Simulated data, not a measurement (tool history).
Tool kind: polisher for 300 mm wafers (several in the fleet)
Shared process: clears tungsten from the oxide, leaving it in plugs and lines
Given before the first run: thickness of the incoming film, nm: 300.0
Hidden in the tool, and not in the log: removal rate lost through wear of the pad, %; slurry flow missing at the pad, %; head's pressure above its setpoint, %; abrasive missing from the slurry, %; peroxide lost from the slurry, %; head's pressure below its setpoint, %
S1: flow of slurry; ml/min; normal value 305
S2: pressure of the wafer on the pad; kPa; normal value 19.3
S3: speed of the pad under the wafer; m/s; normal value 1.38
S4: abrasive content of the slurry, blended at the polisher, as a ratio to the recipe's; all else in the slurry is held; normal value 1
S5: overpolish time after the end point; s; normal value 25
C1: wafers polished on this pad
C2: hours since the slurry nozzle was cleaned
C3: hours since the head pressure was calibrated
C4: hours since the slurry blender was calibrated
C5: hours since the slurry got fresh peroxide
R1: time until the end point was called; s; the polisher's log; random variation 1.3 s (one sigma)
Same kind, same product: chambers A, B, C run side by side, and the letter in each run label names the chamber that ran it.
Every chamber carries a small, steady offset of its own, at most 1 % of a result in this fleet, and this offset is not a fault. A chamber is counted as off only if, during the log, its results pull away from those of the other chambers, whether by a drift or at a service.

run 1B day=0.458 | S1=305 S2=19.3 S3=1.38 S4=1 S5=25 | C1=253 C2=43 C3=788.9 C4=287.2 C5=43.6 | R1=64.779
run 2A day=0.854 | S1=305 S2=19.3 S3=1.38 S4=1 S5=25 | C1=349 C2=751.6 C3=150.7 C4=238.8 C5=47.2 | R1=65.878
-- day=1.092 chamber C: slurry nozzle cleaned
-- day=1.271 chamber C: slurry tank refilled with fresh slurry and peroxide
run 3C day=1.333 | S1=305 S2=19.3 S3=1.38 S4=1 S5=25 | C1=945 C2=5.9 C3=808.6 C4=57.8 C5=1.6 | R1=66.379
run 4B day=1.733 | S1=305 S2=19.3 S3=1.38 S4=1 S5=25 | C1=521 C2=73.6 C3=819.5 C4=317.8 C5=74.2 | R1=63.359
-- day=1.796 chamber C: worn pad replaced by a new one
-- day=1.858 chamber B: slurry blender recalibrated
run 5A day=2 | S1=305 S2=19.3 S3=1.38 S4=1 S5=25 | C1=589 C2=779.1 C3=178.2 C4=266.3 C5=74.7 | R1=66.356
run 6C day=2.462 | S1=305 S2=19.3 S3=1.38 S4=1 S5=25 | C1=140 C2=33 C3=835.7 C4=84.9 C5=28.7 | R1=67.326
-- day=2.492 chamber A: slurry blender recalibrated
-- day=2.567 chamber B: worn pad replaced by a new one
run 7A day=2.879 | S1=305 S2=24.1 S3=1.38 S4=1 S5=25 | C1=774 C2=800.2 C3=199.3 C4=9.3 C5=95.8 | R1=54.334
run 8B day=3.188 | S1=305 S2=24.1 S3=1.38 S4=1 S5=25 | C1=130 C2=108.5 C3=854.4 C4=32 C5=109.1 | R1=53.033
-- day=3.529 chamber A: worn pad replaced by a new one
run 9C day=3.733 | S1=305 S2=24.1 S3=1.38 S4=1 S5=25 | C1=407 C2=63.5 C3=866.2 C4=115.4 C5=59.2 | R1=50.891
-- day=3.762 chamber A: slurry tank refilled with fresh slurry and peroxide
run 10C day=4.092 | S1=305 S2=19.3 S3=1.38 S4=1 S5=25 | C1=483 C2=72.1 C3=874.8 C4=124 C5=67.8 | R1=67.113
-- day=4.296 chamber C: slurry tank refilled with fresh slurry and peroxide
run 11A day=4.55 | S1=305 S2=19.3 S3=1.38 S4=1 S5=25 | C1=215 C2=840.3 C3=239.4 C4=49.4 C5=18.9 | R1=67.587
run 12B day=4.971 | S1=305 S2=19.3 S3=1.38 S4=1 S5=25 | C1=505 C2=151.3 C3=897.2 C4=74.8 C5=151.9 | R1=64.754
-- day=5.121 chamber A: slurry nozzle cleaned
-- day=5.217 chamber C: slurry blender recalibrated
run 13B day=5.267 | S1=305 S2=19.3 S3=1.38 S4=1 S5=25 | C1=567 C2=158.4 C3=904.3 C4=81.9 C5=159 | R1=67.019
run 14C day=5.729 | S1=305 S2=19.3 S3=1.38 S4=1 S5=25 | C1=827 C2=111.4 C3=914.1 C4=12.3 C5=34.5 | R1=66.262
run 15A day=6.117 | S1=305 S2=19.3 S3=1.38 S4=1 S5=25 | C1=544 C2=24 C3=277 C4=87 C5=56.5 | R1=65.422
-- day=6.304 chamber B: worn pad replaced by a new one
run 16B day=6.458 | S1=305 S2=19.3 S3=1.38 S4=1 S5=25 | C1=32 C2=187 C3=932.9 C4=110.5 C5=187.6 | R1=65.882
-- day=6.846 chamber C: slurry tank refilled with fresh slurry and peroxide
run 17C day=6.917 | S1=305 S2=19.3 S3=1.38 S4=1 S5=25 | C1=1076 C2=139.9 C3=942.6 C4=40.8 C5=1.7 | R1=64.993
run 18A day=7.333 | S1=305 S2=19.3 S3=1.38 S4=1 S5=25 | C1=799 C2=53.2 C3=306.2 C4=116.2 C5=85.7 | R1=62.294
-- day=7.583 chamber C: worn pad replaced by a new one
run 19C day=7.921 | S1=305 S2=19.3 S3=1.38 S4=1 S5=25 | C1=71 C2=164 C3=966.7 C4=64.9 C5=25.8 | R1=66.276
run 20B day=8.208 | S1=305 S2=19.3 S3=1.38 S4=1 S5=25 | C1=400 C2=229 C3=974.9 C4=152.5 C5=229.6 | R1=72.182
-- day=8.542 chamber A: slurry tank refilled with fresh slurry and peroxide
run 21A day=8.788 | S1=305 S2=19.3 S3=1.38 S4=1 S5=25 | C1=1105 C2=88.1 C3=341.1 C4=151.1 C5=5.9 | R1=62.517
-- day=8.9 chamber A: worn pad replaced by a new one
run 22C day=9.296 | S1=305 S2=19.3 S3=1.38 S4=1 S5=25 | C1=360 C2=197 C3=999.7 C4=97.9 C5=58.8 | R1=64.275
-- day=9.779 chamber C: slurry tank refilled with fresh slurry and peroxide
run 23A day=9.862 | S1=305 S2=19.3 S3=1.38 S4=1 S5=25 | C1=202 C2=113.9 C3=366.9 C4=176.9 C5=31.7 | R1=62.363
run 24B day=10.188 | S1=305 S2=19.3 S3=1.38 S4=1 S5=25 | C1=816 C2=276.5 C3=1022.4 C4=200 C5=277.1 | R1=70.644
-- day=10.283 chamber B: worn pad replaced by a new one
run 25A day=10.571 | S1=305 S2=19.3 S3=1.38 S4=1 S5=25 | C1=351 C2=130.9 C3=383.9 C4=193.9 C5=48.7 | R1=66.881
run 26C day=11.175 | S1=305 S2=19.3 S3=1.38 S4=1 S5=25 | C1=754 C2=242.1 C3=1044.8 C4=143 C5=33.5 | R1=63.559
run 27B day=11.758 | S1=305 S2=19.3 S3=1.38 S4=1 S5=25 | C1=310 C2=314.2 C3=1060.1 C4=237.7 C5=314.8 | R1=74.731
run 28C day=12.154 | S1=305 S2=19.3 S3=1.38 S4=1 S5=25 | C1=960 C2=265.6 C3=1068.3 C4=166.5 C5=57 | R1=66.276
-- day=12.433 chamber C: slurry nozzle cleaned
-- day=12.725 chamber C: slurry tank refilled with fresh slurry and peroxide
run 29B day=12.767 | S1=305 S2=19.3 S3=1.66 S4=1.2 S5=25 | C1=522 C2=338.4 C3=1084.3 C4=261.9 C5=339 | R1=62.433
run 30A day=13.379 | S1=305 S2=19.3 S3=1.66 S4=1.2 S5=25 | C1=941 C2=198.3 C3=451.3 C4=261.3 C5=116.1 | R1=51.122
-- day=13.392 chamber C: slurry blender recalibrated
run 31C day=13.696 | S1=305 S2=19.3 S3=1.66 S4=1.2 S5=25 | C1=1284 C2=30.4 C3=1105.3 C4=7.3 C5=23.4 | R1=52.295

One chamber off, gauge drift, or nothing amiss beyond the chambers' own small offsets? If it is a chamber, which one, and what is the likeliest cause?

It is chamber B that slowly wanders off from its peers.
Most likely cause: peroxide lost from the slurry, % = 39.7.

Here are 4 candidates for chamber B's next run, each the usual settings with a change, their results left as question marks. Which one brings its results back in line with what the others give on the usual settings?
Maximum distance from the other chambers' mean on the usual settings for a result to count as in line: R1 4.4 s
run 32B-1 day=14.133 | S1=305 S2=21.4 S3=1.52 S4=1 S5=25 | R1=?
run 32B-2 day=14.133 | S1=300 S2=19.3 S3=1.12 S4=0.95 S5=25 | R1=?
run 32B-3 day=14.133 | S1=305 S2=20.7 S3=1.38 S4=1 S5=25 | R1=?
run 32B-4 day=14.133 | S1=305 S2=17.9 S3=1.38 S4=1 S5=25 | R1=?

What the other chambers average on the usual settings: R1 65.349 s
run=32B-1 R1=65.934
run=32B-2 R1=100.19
run=32B-3 R1=75.001
run=32B-4 R1=86.713
32B-1 is the one that brings the chamber's results back in line with the other chambers.
